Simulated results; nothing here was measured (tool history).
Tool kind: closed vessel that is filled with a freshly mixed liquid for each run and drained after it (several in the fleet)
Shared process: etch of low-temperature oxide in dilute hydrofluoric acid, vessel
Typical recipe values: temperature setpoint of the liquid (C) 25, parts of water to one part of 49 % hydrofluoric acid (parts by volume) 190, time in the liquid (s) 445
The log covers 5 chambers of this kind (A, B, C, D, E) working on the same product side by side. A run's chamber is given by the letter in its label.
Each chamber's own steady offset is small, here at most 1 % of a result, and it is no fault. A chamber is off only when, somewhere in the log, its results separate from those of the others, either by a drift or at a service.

run	hour	temperature setpoint of the liquid (C)	parts of water to one part of 49 % hydrofluoric acid (parts by volume)	time in the liquid (s)	read-back film thickness of the low-temperature oxide reference wafer, read on the same gauge (nm)	thickness taken off the low-temperature oxide on a monitor wafer (angstrom)
1C	5.5	25	190	445	59.993	528.62
2E	10.9	25	190	445	59.967	525.5
3B	17	25	190	445	59.99	529.47
4A	22.5	25	190	445	60.026	536.76
5D	28.2	25	280	445	60.028	333.12
6E	34.8	25	280	445	59.984	332.45
7C	40.9	25	280	445	60.021	330.73
8D	46.8	25	280	445	59.994	336.44
9A	52.9	25	280	445	60.005	332.79
10B	58	25	190	445	60.016	535.3
11E	65.4	25	190	445	60.02	531.53
12B	72.8	25	190	445	59.962	524.09
13A	79.1	25	190	445	60.011	537.68
14C	86.5	25	190	445	60.014	534.95
15D	90.1	23	190	595	59.986	663.47
16D	97.5	23	190	595	60.007	670.08
17B	105.2	23	190	595	59.993	656.12
# hour 105.3: chamber D: hydrofluoric acid flow meter replaced
18A	111.6	23	190	595	59.99	668.05
19E	117.8	23	190	595	59.977	660.04
20C	123.1	25	190	445	60.005	540.93
21A	128.5	20.5	190	445	59.965	451.58
22B	132.1	20.5	190	445	60.008	444.13
23C	140.1	20.5	190	445	60.002	454.89
24D	147.3	20.5	190	445	59.996	445.57
25E	152.6	20.5	190	445	60.01	451.17
26E	159.9	25	190	445	59.985	530.56
27D	166.8	25	190	320	60.006	383.98
28B	170.8	25	190	320	59.988	380.93
29C	177.5	25	190	320	60.025	379.52
30A	183.1	25	190	320	60.014	384.32
31E	190.3	25	190	320	60	384.43

Next, every chamber runs the same settings. What will each give?
32A	196.1	21.5	190	445		?
32B	196.1	21.5	190	445		?
32C	196.1	21.5	190	445		?
32D	196.1	21.5	190	445		?
32E	196.1	21.5	190	445		?

run	thickness taken off the low-temperature oxide on a monitor wafer (angstrom)
32A	469.94
32B	471.7
32C	464.3
32D	475.35
32E	463.06
